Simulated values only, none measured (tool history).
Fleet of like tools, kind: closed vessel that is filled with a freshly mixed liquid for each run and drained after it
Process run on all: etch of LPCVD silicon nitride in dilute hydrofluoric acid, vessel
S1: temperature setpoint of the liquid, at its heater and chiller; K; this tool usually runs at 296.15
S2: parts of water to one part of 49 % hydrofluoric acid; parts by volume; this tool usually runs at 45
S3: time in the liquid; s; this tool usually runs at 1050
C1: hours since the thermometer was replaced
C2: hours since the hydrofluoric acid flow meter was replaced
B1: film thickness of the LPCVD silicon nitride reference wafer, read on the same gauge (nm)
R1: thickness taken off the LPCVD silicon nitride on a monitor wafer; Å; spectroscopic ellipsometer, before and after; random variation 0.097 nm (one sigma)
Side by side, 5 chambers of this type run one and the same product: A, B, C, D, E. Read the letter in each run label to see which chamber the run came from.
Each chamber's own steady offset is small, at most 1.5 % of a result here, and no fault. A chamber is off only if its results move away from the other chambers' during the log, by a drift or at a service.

| run | hour | S1 | S2 | S3 | C1 | C2 | B1 | R1 |
|---|---|---|---|---|---|---|---|---|
|  | 2.5 | chamber C: thermometer replaced |
| 1A | 6.6 | 296.15 | 45 | 1050 | 297.4 | 346.1 | 80.003 | 109.78 |
| 2D | 11.1 | 296.15 | 45 | 1050 | 284.7 | 607.8 | 79.997 | 106.83 |
| 3B | 18.7 | 296.15 | 45 | 1050 | 1930.6 | 626.8 | 79.994 | 108.01 |
| 4C | 23 | 296.15 | 45 | 1050 | 20.6 | 317.8 | 79.984 | 109.24 |
| 5E | 28.6 | 296.15 | 45 | 1050 | 1290.2 | 1459.3 | 80.004 | 106.96 |
| 6C | 33.2 | 296.15 | 45 | 1050 | 30.8 | 328 | 79.995 | 108.83 |
|  | 36.9 | chamber A: hydrofluoric acid flow meter replaced |
| 7B | 38 | 296.15 | 45 | 1050 | 1949.9 | 646.1 | 79.986 | 107.11 |
| 8A | 42.5 | 293.15 | 45 | 580 | 333.3 | 5.6 | 80.011 | 49.672 |
| 9D | 50.3 | 293.15 | 45 | 580 | 323.9 | 647 | 79.992 | 47.227 |
| 10E | 55.3 | 293.15 | 45 | 580 | 1316.9 | 1486 | 79.999 | 46.876 |
| 11B | 60.4 | 293.15 | 45 | 580 | 1972.3 | 668.5 | 79.991 | 48.403 |
| 12D | 67.5 | 293.15 | 45 | 580 | 341.1 | 664.2 | 80.014 | 47.482 |
| 13C | 73.6 | 296.15 | 45 | 1050 | 71.2 | 368.4 | 79.995 | 108.18 |
| 14A | 80.2 | 296.15 | 45 | 1050 | 371 | 43.3 | 79.997 | 108.64 |
| 15E | 87.4 | 296.15 | 45 | 1050 | 1349 | 1518.1 | 80.033 | 106.14 |
| 16C | 93.9 | 296.15 | 45 | 1050 | 91.5 | 388.7 | 79.972 | 107.42 |
| 17E | 97.3 | 296.15 | 45 | 1050 | 1358.9 | 1528 | 79.987 | 106.45 |
| 18D | 103.1 | 296.15 | 45 | 1050 | 376.7 | 699.8 | 79.991 | 102.03 |
| 19B | 108.1 | 296.15 | 45 | 1050 | 2020 | 716.2 | 80.001 | 107.84 |
| 20A | 114.5 | 296.15 | 45 | 1050 | 405.3 | 77.6 | 79.999 | 108.27 |
| 21D | 120.9 | 296.15 | 45 | 1050 | 394.5 | 717.6 | 80.002 | 100.06 |
| 22E | 127.8 | 296.15 | 45 | 1050 | 1389.4 | 1558.5 | 80.019 | 108.82 |
| 23A | 135.6 | 296.15 | 45 | 1050 | 426.4 | 98.7 | 79.985 | 109.22 |
| 24C | 140.1 | 296.15 | 45 | 1050 | 137.7 | 434.9 | 79.996 | 106.59 |
| 25B | 147.6 | 296.15 | 45 | 1050 | 2059.5 | 755.7 | 80.021 | 107.36 |
| 26B | 151.4 | 296.15 | 45 | 1050 | 2063.3 | 759.5 | 80.006 | 109.02 |
| 27C | 158.4 | 296.15 | 45 | 760 | 156 | 453.2 | 79.981 | 78.26 |
| 28E | 162.4 | 296.15 | 45 | 760 | 1424 | 1593.1 | 79.987 | 76.64 |
| 29D | 168.8 | 296.15 | 45 | 760 | 442.4 | 765.5 | 80.034 | 68.956 |
| 30A | 174 | 296.15 | 45 | 760 | 464.8 | 137.1 | 80.002 | 78.526 |
| 31D | 180.9 | 296.15 | 45 | 760 | 454.5 | 777.6 | 79.997 | 69.551 |
| 32E | 186.3 | 296.15 | 45 | 1050 | 1447.9 | 1617 | 80.022 | 108.53 |

For the next run the whole fleet of 5 chambers uses the same settings. Give each chamber's results:
| 33A | 191.9 | 296.15 | 45 | 735 |  |  |  | ? |
| 33B | 191.9 | 296.15 | 45 | 735 |  |  |  | ? |
| 33C | 191.9 | 296.15 | 45 | 735 |  |  |  | ? |
| 33D | 191.9 | 296.15 | 45 | 735 |  |  |  | ? |
| 33E | 191.9 | 296.15 | 45 | 735 |  |  |  | ? |

| run | R1 |
|---|---|
| 33A | 76.357 |
| 33B | 76.396 |
| 33C | 74.915 |
| 33D | 65.957 |
| 33E | 74.962 |
